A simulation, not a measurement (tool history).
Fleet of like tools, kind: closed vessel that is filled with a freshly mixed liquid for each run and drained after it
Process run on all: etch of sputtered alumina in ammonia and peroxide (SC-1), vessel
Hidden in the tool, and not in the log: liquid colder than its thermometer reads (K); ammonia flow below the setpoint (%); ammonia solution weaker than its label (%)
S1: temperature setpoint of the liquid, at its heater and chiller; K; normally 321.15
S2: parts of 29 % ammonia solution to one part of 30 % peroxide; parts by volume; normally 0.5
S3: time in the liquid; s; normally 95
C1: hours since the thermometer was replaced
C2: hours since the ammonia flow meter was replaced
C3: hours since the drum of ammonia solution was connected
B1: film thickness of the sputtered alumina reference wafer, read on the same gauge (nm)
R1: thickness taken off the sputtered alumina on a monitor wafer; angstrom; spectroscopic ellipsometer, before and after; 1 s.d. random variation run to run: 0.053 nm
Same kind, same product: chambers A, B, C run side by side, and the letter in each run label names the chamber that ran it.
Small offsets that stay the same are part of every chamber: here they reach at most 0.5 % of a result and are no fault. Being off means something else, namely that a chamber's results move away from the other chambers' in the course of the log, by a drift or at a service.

run   hour      S1   S2  S3      C1      C2     C3      B1      R1
 1B    4.1  321.15  0.5  95  1061.2   709.4  273.0  109.98  57.420
 2C    8.0  321.15  0.5  95  1167.5   229.4  236.0  110.00  57.982
 3A   11.0  321.15  0.5  95  1180.3   903.4   36.8  110.00  59.665
 4A   14.4  321.15  0.5  95  1183.7   906.8   40.2  110.01  58.737
 5B   20.7  321.15  0.5  95  1077.8   726.0  289.6  110.01  57.679
 6C   24.4  321.15  0.5  95  1183.9   245.8  252.4  110.00  57.820
      24.6  -- chamber B: ammonia flow meter replaced
 7A   29.6  321.15  0.5  95  1198.9   922.0   55.4  110.00  58.405
 8B   36.1  321.15  0.3  75  1093.2    11.6  305.0  110.05  43.660
 9C   42.7  321.15  0.3  75  1202.2   264.1  270.7  109.97  42.166
10B   46.1  321.15  0.3  75  1103.2    21.6  315.0  110.03  43.686
11C   51.2  321.15  0.5  95  1210.7   272.6  279.2  110.02  57.755
12A   57.3  321.15  0.5  95  1226.6   949.7   83.1  109.98  58.050
13B   61.5  321.15  0.5  95  1118.6    37.0  330.4  110.00  57.863
14A   65.3  321.15  0.5  95  1234.6   957.7   91.1  110.01  58.585
15C   72.0  321.15  0.5  95  1231.5   293.4  300.0  110.01  57.446
16B   77.9  321.15  0.5  95  1135.0    53.4  346.8  110.01  58.176
17C   84.7  321.15  0.5  95  1244.2   306.1  312.7  110.00  57.183
18A   90.8  321.15  0.5  80  1260.1   983.2  116.6  110.01  47.860
19B   94.7  321.15  0.5  80  1151.8    70.2  363.6  109.96  49.464
20C   98.9  321.15  0.5  80  1258.4   320.3  326.9  110.03  48.598
21A  103.5  321.15  0.5  95  1272.8   995.9  129.3  109.98  56.934
22A  106.9  321.15  0.5  95  1276.2   999.3  132.7  109.95  56.301
23B  110.8  321.15  0.5  95  1167.9    86.3  379.7  110.02  57.472
24C  113.9  321.15  0.5  95  1273.4   335.3  341.9  109.99  57.697
25B  120.1  321.15  0.5  95  1177.2    95.6  389.0  110.01  58.701
26C  123.3  321.15  0.5  95  1282.8   344.7  351.3  109.99  57.143
27A  129.9  321.15  0.5  95  1299.2  1022.3  155.7  110.01  54.865
28B  133.3  321.15  0.5  95  1190.4   108.8  402.2  110.00  57.433
29C  138.1  321.15  0.5  95  1297.6   359.5  366.1  110.00  57.762
30A  142.1  321.15  0.5  95  1311.4  1034.5  167.9  109.98  54.397
31B  149.0  321.15  0.5  95  1206.1   124.5  417.9  110.01  57.168
32A  155.4  321.15  0.5  95  1324.7  1047.8  181.2  109.99  53.075
33C  160.6  321.15  0.5  95  1320.1   382.0  388.6  109.96  57.102

Next, every chamber runs the same settings. What will each give?
34A  165.6  321.15  0.5  95                   ?
34B  165.6  321.15  0.5  95                   ?
34C  165.6  321.15  0.5  95                   ?

run      R1
34A  53.581
34B  58.548
34C  57.407
